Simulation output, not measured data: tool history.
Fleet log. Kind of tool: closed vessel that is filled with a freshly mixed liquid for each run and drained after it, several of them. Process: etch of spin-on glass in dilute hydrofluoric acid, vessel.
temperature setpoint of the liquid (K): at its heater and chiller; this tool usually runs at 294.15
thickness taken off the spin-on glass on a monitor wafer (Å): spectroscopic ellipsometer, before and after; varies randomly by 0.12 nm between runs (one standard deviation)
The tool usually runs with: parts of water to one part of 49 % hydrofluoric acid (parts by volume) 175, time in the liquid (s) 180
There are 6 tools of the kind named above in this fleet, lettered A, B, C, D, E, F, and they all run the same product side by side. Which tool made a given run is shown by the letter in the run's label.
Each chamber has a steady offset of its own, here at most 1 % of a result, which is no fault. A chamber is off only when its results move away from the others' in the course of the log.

run    day  temperature setpoint of the liquid (K)  parts of water to one part of 49 % hydrofluoric acid (parts by volume)  time in the liquid (s)  read-back film thickness of the spin-on glass reference wafer, read on the same gauge (nm)  thickness taken off the spin-on glass on a monitor wafer (Å)
 1D  0.267                                  294.15                                                                     175                     180                                                                                      70.012                                                        326.04
 2F  0.483                                  294.15                                                                     175                     180                                                                                      69.994                                                        326.44
 3C  0.762                                  294.15                                                                     175                     180                                                                                      70.025                                                        322.16
 4B  0.942                                  294.15                                                                     175                     180                                                                                      70.013                                                        327.26
 5E  1.167                                  294.15                                                                     175                     180                                                                                      70.018                                                        324.43
 6A  1.392                                  294.15                                                                     175                     180                                                                                      70.005                                                        325.87
 7B  1.642                                  294.15                                                                     175                     180                                                                                      69.980                                                        327.86
 8C  1.792                                  294.15                                                                     175                     180                                                                                      69.981                                                        322.31
 9F  2.075                                  294.15                                                                     175                     180                                                                                      69.988                                                        325.38
10E  2.238                                  294.15                                                                     175                     180                                                                                      69.994                                                        325.78
11A  2.404                                  294.15                                                                     175                     180                                                                                      69.985                                                        326.39
12D  2.608                                  294.15                                                                     175                     135                                                                                      69.978                                                        243.46
13A  2.750                                  294.15                                                                     175                     135                                                                                      69.993                                                        243.84
     2.871  -- chamber B: hydrofluoric acid flow meter replaced
14D  2.896                                  294.15                                                                     175                     135                                                                                      69.986                                                        245.88
15C  3.083                                  294.15                                                                     175                     135                                                                                      69.991                                                        242.00
16B  3.229                                  294.15                                                                     175                     135                                                                                      70.003                                                        245.20
17E  3.371                                  294.15                                                                     175                     135                                                                                      70.012                                                        243.91
18F  3.533                                  291.65                                                                     220                     180                                                                                      69.977                                                        224.13
19C  3.729                                  291.65                                                                     220                     180                                                                                      69.989                                                        222.60
20A  3.975                                  291.65                                                                     220                     180                                                                                      70.025                                                        224.40
21B  4.250                                  291.65                                                                     220                     180                                                                                      69.998                                                        225.72
22D  4.550                                  291.65                                                                     220                     180                                                                                      69.974                                                        224.29
23E  4.846                                  291.65                                                                     220                     180                                                                                      70.033                                                        223.96
24F  5.083                                  294.15                                                                     175                     180                                                                                      69.974                                                        320.14
25C  5.242                                  294.15                                                                     175                     180                                                                                      70.007                                                        321.17
     5.379  -- chamber A: hydrofluoric acid flow meter replaced
26A  5.412                                  291.65                                                                     175                     280                                                                                      70.010                                                        459.28
27F  5.633                                  291.65                                                                     175                     280                                                                                      70.013                                                        454.59
28D  5.942                                  291.65                                                                     175                     280                                                                                      70.031                                                        459.83
29B  6.104                                  291.65                                                                     175                     280                                                                                      70.013                                                        459.80
30E  6.296                                  291.65                                                                     175                     280                                                                                      70.012                                                        455.34
31C  6.488                                  291.65                                                                     175                     280                                                                                      70.006                                                        452.39
32A  6.675                                  294.15                                                                     175                     180                                                                                      70.015                                                        325.69
33D  6.842                                  294.15                                                                     140                      75                                                                                      69.990                                                        178.01
34B  6.996                                  294.15                                                                     140                      75                                                                                      70.000                                                        176.29
35E  7.250                                  294.15                                                                     140                      75                                                                                      70.017                                                        174.93
36F  7.392                                  294.15                                                                     140                      75                                                                                      69.997                                                        170.28
37B  7.579                                  294.15                                                                     140                      75                                                                                      69.981                                                        174.89
38F  7.729                                  294.15                                                                     140                      75                                                                                      69.982                                                        170.54
39C  7.871                                  294.15                                                                     175                     180                                                                                      70.012                                                        321.75

Each of the 6 chambers runs these same settings next. Fill in every chamber's results:
40A  8.100                                  294.15                                                                     175                     180                                                                                                                                                         ?
40B  8.100                                  294.15                                                                     175                     180                                                                                                                                                         ?
40C  8.100                                  294.15                                                                     175                     180                                                                                                                                                         ?
40D  8.100                                  294.15                                                                     175                     180                                                                                                                                                         ?
40E  8.100                                  294.15                                                                     175                     180                                                                                                                                                         ?
40F  8.100                                  294.15                                                                     175                     180                                                                                                                                                         ?

run  thickness taken off the spin-on glass on a monitor wafer (Å)
40A                                                        325.58
40B                                                        325.52
40C                                                        322.36
40D                                                        325.33
40E                                                        325.90
40F                                                        315.38

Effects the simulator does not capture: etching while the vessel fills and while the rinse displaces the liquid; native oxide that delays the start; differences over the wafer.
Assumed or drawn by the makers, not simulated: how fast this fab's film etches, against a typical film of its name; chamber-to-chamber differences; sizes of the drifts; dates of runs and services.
